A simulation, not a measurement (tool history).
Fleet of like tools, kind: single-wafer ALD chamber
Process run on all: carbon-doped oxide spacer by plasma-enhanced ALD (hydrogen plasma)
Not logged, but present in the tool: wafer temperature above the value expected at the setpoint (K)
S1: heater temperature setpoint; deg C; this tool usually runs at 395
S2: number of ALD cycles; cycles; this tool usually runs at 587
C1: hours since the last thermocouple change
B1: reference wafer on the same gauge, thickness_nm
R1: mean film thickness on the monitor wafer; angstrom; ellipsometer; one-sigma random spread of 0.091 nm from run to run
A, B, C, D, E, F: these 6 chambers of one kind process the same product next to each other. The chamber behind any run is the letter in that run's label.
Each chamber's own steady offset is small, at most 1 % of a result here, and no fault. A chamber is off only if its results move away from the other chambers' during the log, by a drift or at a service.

Run 1D, hour 8.1: usual settings; C1 937.8; B1 35.081. Result: R1 290.96 angstrom.
Run 2E, hour 16.8: usual settings; C1 1028.0; B1 35.102. Result: R1 292.94 angstrom.
Run 3F, hour 23.9: usual settings; C1 1146.4; B1 35.092. Result: R1 296.44 angstrom.
Run 4A, hour 36.9: usual settings; C1 880.8; B1 35.087. Result: R1 292.37 angstrom.
Run 5C, hour 42.9: usual settings; C1 1773.6; B1 35.136. Result: R1 294.40 angstrom.
Run 6B, hour 55.0: usual settings; C1 1074.4; B1 35.074. Result: R1 293.81 angstrom.
Run 7E, hour 66.7: usual settings but S2 646 cycles; C1 1077.9; B1 35.094. Result: R1 323.08 angstrom.
Run 8F, hour 77.3: usual settings but S2 646 cycles; C1 1199.8; B1 35.118. Result: R1 324.50 angstrom.
At hour 81.5: chamber C: thermocouple changed; heater temperature recalibrated.
Run 9A, hour 87.0: usual settings but S2 646 cycles; C1 930.9; B1 35.113. Result: R1 321.32 angstrom.
Run 10C, hour 93.5: usual settings but S2 646 cycles; C1 12.0; B1 35.130. Result: R1 325.15 angstrom.
At hour 96.4: chamber D: thermocouple changed; heater temperature recalibrated.
Run 11D, hour 104.8: usual settings but S2 646 cycles; C1 8.4; B1 35.100. Result: R1 320.82 angstrom.
Run 12B, hour 115.8: usual settings but S2 646 cycles; C1 1135.2; B1 35.104. Result: R1 322.58 angstrom.
Run 13F, hour 127.0: usual settings; C1 1249.5; B1 35.109. Result: R1 296.12 angstrom.
Run 14A, hour 138.8: usual settings; C1 982.7; B1 35.097. Result: R1 292.27 angstrom.
Run 15C, hour 148.0: usual settings; C1 66.5; B1 35.092. Result: R1 295.55 angstrom.
Run 16E, hour 158.5: usual settings; C1 1169.7; B1 35.102. Result: R1 293.05 angstrom.
Run 17B, hour 166.4: usual settings; C1 1185.8; B1 35.116. Result: R1 292.82 angstrom.
Run 18D, hour 174.9: usual settings; C1 78.5; B1 35.082. Result: R1 289.45 angstrom.
Run 19C, hour 182.9: usual settings; C1 101.4; B1 35.086. Result: R1 295.66 angstrom.
Run 20E, hour 190.3: usual settings; C1 1201.5; B1 35.089. Result: R1 293.69 angstrom.
Run 21B, hour 202.5: usual settings; C1 1221.9; B1 35.063. Result: R1 293.05 angstrom.
Run 22F, hour 211.2: usual settings but S1 408 deg C, S2 630 cycles; C1 1333.7; B1 35.101. Result: R1 307.35 angstrom.
Run 23A, hour 217.3: usual settings but S1 408 deg C, S2 630 cycles; C1 1061.2; B1 35.096. Result: R1 308.18 angstrom.
Run 24D, hour 224.1: usual settings but S1 408 deg C, S2 630 cycles; C1 127.7; B1 35.083. Result: R1 305.02 angstrom.
Run 25F, hour 236.1: usual settings but S1 408 deg C, S2 630 cycles; C1 1358.6; B1 35.090. Result: R1 307.15 angstrom.
Run 26C, hour 243.7: usual settings but S1 408 deg C, S2 630 cycles; C1 162.2; B1 35.118. Result: R1 307.72 angstrom.
Run 27E, hour 255.6: usual settings but S1 408 deg C, S2 630 cycles; C1 1266.8; B1 35.075. Result: R1 307.13 angstrom.
Run 28B, hour 266.4: usual settings; C1 1285.8; B1 35.086. Result: R1 293.76 angstrom.
Run 29A, hour 272.5: usual settings; C1 1116.4; B1 35.101. Result: R1 291.73 angstrom.
Run 30D, hour 285.1: usual settings; C1 188.7; B1 35.103. Result: R1 291.86 angstrom.
Run 31D, hour 294.3: usual settings; C1 197.9; B1 35.091. Result: R1 292.09 angstrom.
Run 32C, hour 305.1: usual settings; C1 223.6; B1 35.088. Result: R1 293.84 angstrom.
Run 33E, hour 312.6: usual settings; C1 1323.8; B1 35.083. Result: R1 292.99 angstrom.
Run 34B, hour 319.3: usual settings; C1 1338.7; B1 35.099. Result: R1 295.10 angstrom.
Run 35F, hour 329.7: usual settings; C1 1452.2; B1 35.087. Result: R1 295.93 angstrom.
Run 36A, hour 339.9: usual settings but S1 401 deg C; C1 1183.8; B1 35.093. Result: R1 289.49 angstrom.
Run 37F, hour 351.5: usual settings but S1 401 deg C; C1 1474.0; B1 35.063. Result: R1 292.26 angstrom.
Run 38D, hour 358.2: usual settings but S1 401 deg C; C1 261.8; B1 35.074. Result: R1 290.11 angstrom.
Run 39A, hour 367.2: usual settings but S1 401 deg C; C1 1211.1; B1 35.118. Result: R1 291.33 angstrom.
Run 40B, hour 378.1: usual settings but S1 401 deg C; C1 1397.5; B1 35.095. Result: R1 289.02 angstrom.

One chamber off, gauge drift, or nothing amiss beyond the chambers' own small offsets? If it is a chamber, which one, and what is the likeliest cause?

No chamber stands off beyond its own small offset, and the gauge holds steady.
